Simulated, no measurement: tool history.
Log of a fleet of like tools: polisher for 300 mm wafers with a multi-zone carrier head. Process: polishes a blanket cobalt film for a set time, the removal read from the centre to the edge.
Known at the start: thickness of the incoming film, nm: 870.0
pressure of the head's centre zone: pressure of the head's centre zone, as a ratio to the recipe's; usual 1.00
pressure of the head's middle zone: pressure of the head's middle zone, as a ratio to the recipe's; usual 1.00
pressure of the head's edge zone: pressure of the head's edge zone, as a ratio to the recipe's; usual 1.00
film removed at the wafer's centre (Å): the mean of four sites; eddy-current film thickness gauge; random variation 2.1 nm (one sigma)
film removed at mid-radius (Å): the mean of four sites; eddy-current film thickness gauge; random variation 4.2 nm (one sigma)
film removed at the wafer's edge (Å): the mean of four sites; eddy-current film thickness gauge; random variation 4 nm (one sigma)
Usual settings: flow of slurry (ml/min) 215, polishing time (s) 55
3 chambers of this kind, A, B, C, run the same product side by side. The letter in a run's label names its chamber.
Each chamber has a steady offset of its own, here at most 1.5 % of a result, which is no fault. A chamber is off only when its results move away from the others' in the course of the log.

| run | day | flow of slurry (ml/min) | pressure of the head's centre zone | pressure of the head's middle zone | pressure of the head's edge zone | polishing time (s) | film removed at the wafer's centre (Å) | film removed at mid-radius (Å) | film removed at the wafer's edge (Å) |
|---|---|---|---|---|---|---|---|---|---|
|  | 0.088 | chamber C: centre zone pressure recalibrated |
| 1C | 0.404 | 215 | 1.00 | 1.00 | 1.00 | 55 | 3277.9 | 3195.9 | 3247.8 |
| 2B | 0.821 | 215 | 1.00 | 1.00 | 1.00 | 55 | 3331.0 | 3271.5 | 3307.0 |
| 3A | 1.212 | 215 | 1.00 | 1.00 | 1.00 | 55 | 3333.8 | 3246.0 | 3249.3 |
| 4C | 1.562 | 215 | 1.00 | 1.00 | 1.00 | 55 | 3325.4 | 3180.9 | 3197.3 |
|  | 1.921 | chamber C: worn pad replaced by a new one |
| 5A | 1.942 | 215 | 1.00 | 1.00 | 1.00 | 55 | 3362.0 | 3212.6 | 3244.7 |
| 6B | 2.454 | 215 | 1.00 | 1.00 | 1.00 | 55 | 3293.3 | 3290.4 | 3255.9 |
|  | 2.562 | chamber B: centre zone pressure recalibrated |
|  | 2.817 | chamber B: edge zone pressure recalibrated |
| 7C | 2.900 | 215 | 1.00 | 1.00 | 1.00 | 55 | 3294.8 | 3278.0 | 3323.4 |
|  | 3.108 | chamber A: worn pad replaced by a new one |
| 8B | 3.233 | 215 | 1.00 | 1.00 | 1.00 | 55 | 3276.3 | 3361.2 | 3269.3 |
| 9A | 3.767 | 215 | 1.07 | 1.00 | 1.00 | 55 | 3629.8 | 3349.3 | 3288.7 |
| 10C | 4.050 | 215 | 1.07 | 1.00 | 1.00 | 55 | 3557.4 | 3247.4 | 3256.4 |
| 11A | 4.338 | 215 | 1.07 | 1.00 | 1.00 | 55 | 3551.6 | 3324.0 | 3327.0 |
| 12B | 4.738 | 215 | 1.00 | 1.00 | 1.00 | 55 | 3262.5 | 3262.6 | 3293.8 |
| 13B | 5.142 | 215 | 1.00 | 1.00 | 1.00 | 55 | 3245.3 | 3219.0 | 3215.4 |
| 14A | 5.683 | 255 | 1.00 | 1.11 | 1.00 | 55 | 3428.1 | 3765.9 | 3327.1 |
|  | 6.000 | chamber C: slurry nozzle cleaned |
| 15C | 6.088 | 255 | 1.00 | 1.11 | 1.00 | 55 | 3399.0 | 3650.5 | 3277.4 |
| 16C | 6.562 | 255 | 1.00 | 1.11 | 1.00 | 55 | 3387.8 | 3726.3 | 3367.8 |
| 17A | 6.812 | 215 | 1.00 | 1.00 | 1.00 | 55 | 3326.3 | 3314.3 | 3271.3 |
|  | 6.875 | chamber A: worn pad replaced by a new one |
| 18B | 7.350 | 215 | 1.00 | 1.00 | 1.00 | 55 | 3222.6 | 3191.0 | 3191.0 |
|  | 7.367 | chamber C: worn pad replaced by a new one |
| 19B | 7.788 | 215 | 1.00 | 1.00 | 1.00 | 55 | 3189.4 | 3198.8 | 3158.5 |
|  | 7.933 | chamber B: slurry nozzle cleaned |
| 20C | 8.196 | 215 | 1.00 | 1.00 | 0.89 | 55 | 3317.9 | 3283.4 | 3100.4 |
| 21A | 8.688 | 215 | 1.00 | 1.00 | 0.89 | 55 | 3328.7 | 3331.7 | 3083.9 |
| 22B | 9.108 | 215 | 1.00 | 1.00 | 0.89 | 55 | 3141.8 | 3234.0 | 3020.1 |
| 23C | 9.496 | 215 | 1.00 | 1.00 | 1.00 | 55 | 3287.7 | 3274.4 | 3201.7 |
| 24A | 10.050 | 215 | 1.00 | 1.00 | 1.00 | 55 | 3353.7 | 3298.0 | 3254.9 |
| 25B | 10.421 | 215 | 1.00 | 1.00 | 1.00 | 55 | 3160.6 | 3175.6 | 3184.3 |
| 26A | 10.667 | 215 | 1.00 | 1.08 | 1.00 | 55 | 3317.4 | 3572.2 | 3275.9 |
| 27C | 11.208 | 215 | 1.00 | 1.08 | 1.00 | 55 | 3306.1 | 3573.4 | 3288.7 |
|  | 11.458 | chamber A: worn pad replaced by a new one |
| 28A | 11.721 | 215 | 1.00 | 1.08 | 1.00 | 55 | 3333.2 | 3569.7 | 3299.6 |
| 29C | 12.246 | 215 | 1.00 | 1.00 | 1.00 | 55 | 3302.6 | 3262.3 | 3223.5 |
| 30B | 12.717 | 215 | 1.00 | 1.00 | 1.00 | 55 | 3090.9 | 3141.4 | 3072.0 |
|  | 12.896 | chamber C: worn pad replaced by a new one |
| 31C | 13.029 | 215 | 1.00 | 1.00 | 1.09 | 42 | 2528.8 | 2478.7 | 2587.6 |
| 32B | 13.488 | 215 | 1.00 | 1.00 | 1.09 | 42 | 2358.3 | 2346.7 | 2452.0 |
| 33A | 13.983 | 215 | 1.00 | 1.00 | 1.09 | 42 | 2575.7 | 2506.2 | 2661.2 |
| 34C | 14.271 | 215 | 1.00 | 1.00 | 1.00 | 55 | 3338.1 | 3231.2 | 3252.9 |

All 3 chambers run these settings next. Forecast each chamber's results:
| 35A | 14.671 | 215 | 1.00 | 1.00 | 1.00 | 55 | ? | ? | ? |
| 35B | 14.671 | 215 | 1.00 | 1.00 | 1.00 | 55 | ? | ? | ? |
| 35C | 14.671 | 215 | 1.00 | 1.00 | 1.00 | 55 | ? | ? | ? |

| run | film removed at the wafer's centre (Å) | film removed at mid-radius (Å) | film removed at the wafer's edge (Å) |
|---|---|---|---|
| 35A | 3334.3 | 3336.5 | 3325.2 |
| 35B | 3040.1 | 3039.4 | 3017.7 |
| 35C | 3319.9 | 3338.4 | 3224.2 |
